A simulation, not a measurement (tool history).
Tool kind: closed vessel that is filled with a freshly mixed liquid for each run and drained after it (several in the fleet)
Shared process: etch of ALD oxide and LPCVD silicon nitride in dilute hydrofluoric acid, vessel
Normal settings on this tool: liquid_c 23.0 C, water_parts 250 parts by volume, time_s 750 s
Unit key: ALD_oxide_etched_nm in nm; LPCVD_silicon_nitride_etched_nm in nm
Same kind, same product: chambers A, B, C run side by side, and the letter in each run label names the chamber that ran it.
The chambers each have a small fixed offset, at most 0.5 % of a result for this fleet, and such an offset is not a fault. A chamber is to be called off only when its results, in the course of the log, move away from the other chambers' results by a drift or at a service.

| run | hour | liquid_c | water_parts | time_s | hours since the thermometer was replaced | hours since the hydrofluoric acid flow meter was replaced | read-back film thickness of the ALD oxide reference wafer, read on the same gauge (nm) | read-back film thickness of the LPCVD silicon nitride reference wafer, read on the same gauge (nm) | ALD_oxide_etched_nm | LPCVD_silicon_nitride_etched_nm |
|---|---|---|---|---|---|---|---|---|---|---|
| 1B | 8.4 | 23.0 | 250 | 750 | 1095.4 | 83.1 | 80.002 | 90.017 | 47.490 | 1.2346 |
| 2C | 19.3 | 23.0 | 250 | 750 | 1732.0 | 1211.6 | 80.009 | 90.002 | 47.175 | 1.1950 |
| 3A | 27.8 | 23.0 | 250 | 750 | 409.7 | 800.3 | 80.004 | 89.994 | 47.632 | 1.1984 |
| 4A | 38.9 | 23.0 | 250 | 750 | 420.8 | 811.4 | 80.012 | 90.014 | 47.470 | 1.2339 |
| 5C | 48.4 | 23.0 | 250 | 750 | 1761.1 | 1240.7 | 80.001 | 90.009 | 47.947 | 1.1831 |
| 6B | 54.5 | 23.0 | 250 | 750 | 1141.5 | 129.2 | 80.010 | 90.015 | 47.705 | 1.1878 |
| 7C | 61.7 | 23.0 | 250 | 750 | 1774.4 | 1254.0 | 79.992 | 90.004 | 47.477 | 1.2269 |
| 8A | 67.5 | 23.0 | 250 | 750 | 449.4 | 840.0 | 79.983 | 90.017 | 47.703 | 1.2121 |
| 9B | 73.3 | 23.0 | 250 | 750 | 1160.3 | 148.0 | 80.006 | 90.000 | 47.648 | 1.1562 |
| 10C | 84.2 | 27.5 | 250 | 895 | 1796.9 | 1276.5 | 80.006 | 90.013 | 66.671 | 1.8511 |
| 11B | 95.1 | 27.5 | 250 | 895 | 1182.1 | 169.8 | 80.014 | 89.990 | 66.315 | 1.8957 |
| 12A | 103.6 | 27.5 | 250 | 895 | 485.5 | 876.1 | 79.997 | 89.989 | 67.117 | 1.8578 |
| 13A | 114.4 | 23.0 | 250 | 750 | 496.3 | 886.9 | 80.001 | 89.968 | 47.888 | 1.1896 |
| 14C | 119.6 | 20.5 | 250 | 905 | 1832.3 | 1311.9 | 80.011 | 90.020 | 52.430 | 1.2497 |
| 15B | 128.8 | 20.5 | 250 | 905 | 1215.8 | 203.5 | 80.003 | 90.005 | 52.380 | 1.2284 |
| 16C | 136.9 | 20.5 | 250 | 905 | 1849.6 | 1329.2 | 80.007 | 90.040 | 52.394 | 1.2304 |
| 17A | 142.6 | 23.0 | 250 | 750 | 524.5 | 915.1 | 80.011 | 90.017 | 47.980 | 1.2295 |
| 18B | 148.2 | 23.0 | 250 | 750 | 1235.2 | 222.9 | 79.986 | 90.034 | 47.746 | 1.2012 |
| 19C | 154.5 | 23.0 | 250 | 750 | 1867.2 | 1346.8 | 80.010 | 90.007 | 47.931 | 1.2022 |
| 20A | 160.6 | 23.0 | 250 | 750 | 542.5 | 933.1 | 80.018 | 89.997 | 47.453 | 1.1888 |
| 21B | 168.9 | 23.0 | 250 | 750 | 1255.9 | 243.6 | 79.990 | 90.014 | 47.957 | 1.2065 |
| 22C | 176.5 | 23.0 | 250 | 750 | 1889.2 | 1368.8 | 80.029 | 89.993 | 47.735 | 1.1845 |
| 23A | 185.5 | 23.0 | 250 | 750 | 567.4 | 958.0 | 79.996 | 90.011 | 48.069 | 1.1683 |
| 24B | 192.7 | 23.0 | 250 | 750 | 1279.7 | 267.4 | 80.008 | 89.970 | 47.511 | 1.1907 |
| 25C | 199.5 | 23.0 | 250 | 750 | 1912.2 | 1391.8 | 79.981 | 90.021 | 47.770 | 1.2033 |
|  | 209.0 | chamber C: thermometer replaced |
| 26B | 211.0 | 23.0 | 250 | 750 | 1298.0 | 285.7 | 80.000 | 89.980 | 47.733 | 1.1746 |
| 27A | 219.1 | 23.0 | 250 | 750 | 601.0 | 991.6 | 79.996 | 90.005 | 47.970 | 1.1719 |
| 28C | 231.0 | 23.0 | 250 | 750 | 22.0 | 1423.3 | 79.992 | 89.988 | 47.808 | 1.2015 |

Each of the 3 chambers runs these same settings next. Fill in every chamber's results:
| 29A | 239.6 | 23.0 | 250 | 750 |  |  |  |  | ? | ? |
| 29B | 239.6 | 23.0 | 250 | 750 |  |  |  |  | ? | ? |
| 29C | 239.6 | 23.0 | 250 | 750 |  |  |  |  | ? | ? |

| run | ALD_oxide_etched_nm | LPCVD_silicon_nitride_etched_nm |
|---|---|---|
| 29A | 47.717 | 1.1734 |
| 29B | 47.111 | 1.1938 |
| 29C | 47.624 | 1.2229 |
